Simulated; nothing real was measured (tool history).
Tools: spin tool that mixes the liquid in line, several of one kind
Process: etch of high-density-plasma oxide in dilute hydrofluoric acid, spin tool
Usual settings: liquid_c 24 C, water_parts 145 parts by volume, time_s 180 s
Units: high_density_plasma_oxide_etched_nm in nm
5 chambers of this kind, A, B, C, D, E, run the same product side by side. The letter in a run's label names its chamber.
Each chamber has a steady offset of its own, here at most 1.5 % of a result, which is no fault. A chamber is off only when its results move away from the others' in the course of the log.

run   hour  liquid_c  water_parts  time_s  read-back film thickness of the high-density-plasma oxide reference wafer, read on the same gauge (nm)  high_density_plasma_oxide_etched_nm
 1A   14.2        24          145     180                                                                                                     120                               10.296
      23.7  -- chamber B: hydrofluoric acid flow meter replaced
 2E   28.2        24          145     180                                                                                                  119.97                               10.356
      29.6  -- chamber D: thermometer replaced
 3D   38.6        24          145     180                                                                                                  120.01                               10.224
 4C   50.6        24          145     180                                                                                                  120.02                               9.9735
 5B   57.9        24          145     180                                                                                                  120.04                               10.189
 6C   64.5        24          145     180                                                                                                  119.99                               10.175
 7D   72.2        24          145     180                                                                                                  120.01                               10.024
 8B     86        24          145     180                                                                                                  120.01                               10.156
 9E    100        24          145     180                                                                                                  119.99                                10.36
     101.7  -- chamber E: thermometer replaced
10A  112.6      22.5          145     180                                                                                                  120.01                                9.605
11D  119.8      22.5          145     180                                                                                                     120                               9.4551
12E  134.3      22.5          145     180                                                                                                     120                               9.6731
13C  143.1      22.5          145     180                                                                                                  120.01                                9.538
14B    155      22.5          145     180                                                                                                  119.99                               9.6144
15A  163.8        24          145     180                                                                                                  120.01                               10.313
16C    173        24          145     180                                                                                                     120                               10.122
17E  185.8        24          145     180                                                                                                  120.01                               10.234
18B  194.4        21          145     125                                                                                                  120.03                               6.2821
     198.9  -- chamber B: thermometer replaced
19A  205.1        21          145     125                                                                                                  120.03                               6.4138
20D  215.6        21          145     125                                                                                                     120                               6.3283
21C  229.1        21          145     125                                                                                                  120.02                               6.3602
22B  243.3        21          145     125                                                                                                  120.03                               6.3242
23E  249.8        24          145     180                                                                                                  120.01                               10.287
24A  260.6        24          145     180                                                                                                  119.99                               10.578
25D  270.2        24          145     180                                                                                                  119.97                               10.069
26D  284.8        24          145     180                                                                                                  119.98                               10.185
27A  296.8        24          145     180                                                                                                     120                               10.489
28C  308.3        24          145     180                                                                                                  119.99                                10.15
29E  320.6        26          145     280                                                                                                  119.98                               17.296
30B  334.6        26          145     280                                                                                                  119.97                               17.429
31B  347.6        26          145     280                                                                                                     120                                17.18
32D  355.1        26          145     280                                                                                                  119.99                               16.953
33A  361.5        26          145     280                                                                                                  119.99                               18.052

Next, every chamber runs the same settings. What will each give?
34A   372        24          145     180                                                                                                                                            ?
34B   372        24          145     180                                                                                                                                            ?
34C   372        24          145     180                                                                                                                                            ?
34D   372        24          145     180                                                                                                                                            ?
34E   372        24          145     180                                                                                                                                            ?

run  high_density_plasma_oxide_etched_nm
34A                               10.724
34B                               10.194
34C                               10.177
34D                               10.089
34E                               10.174
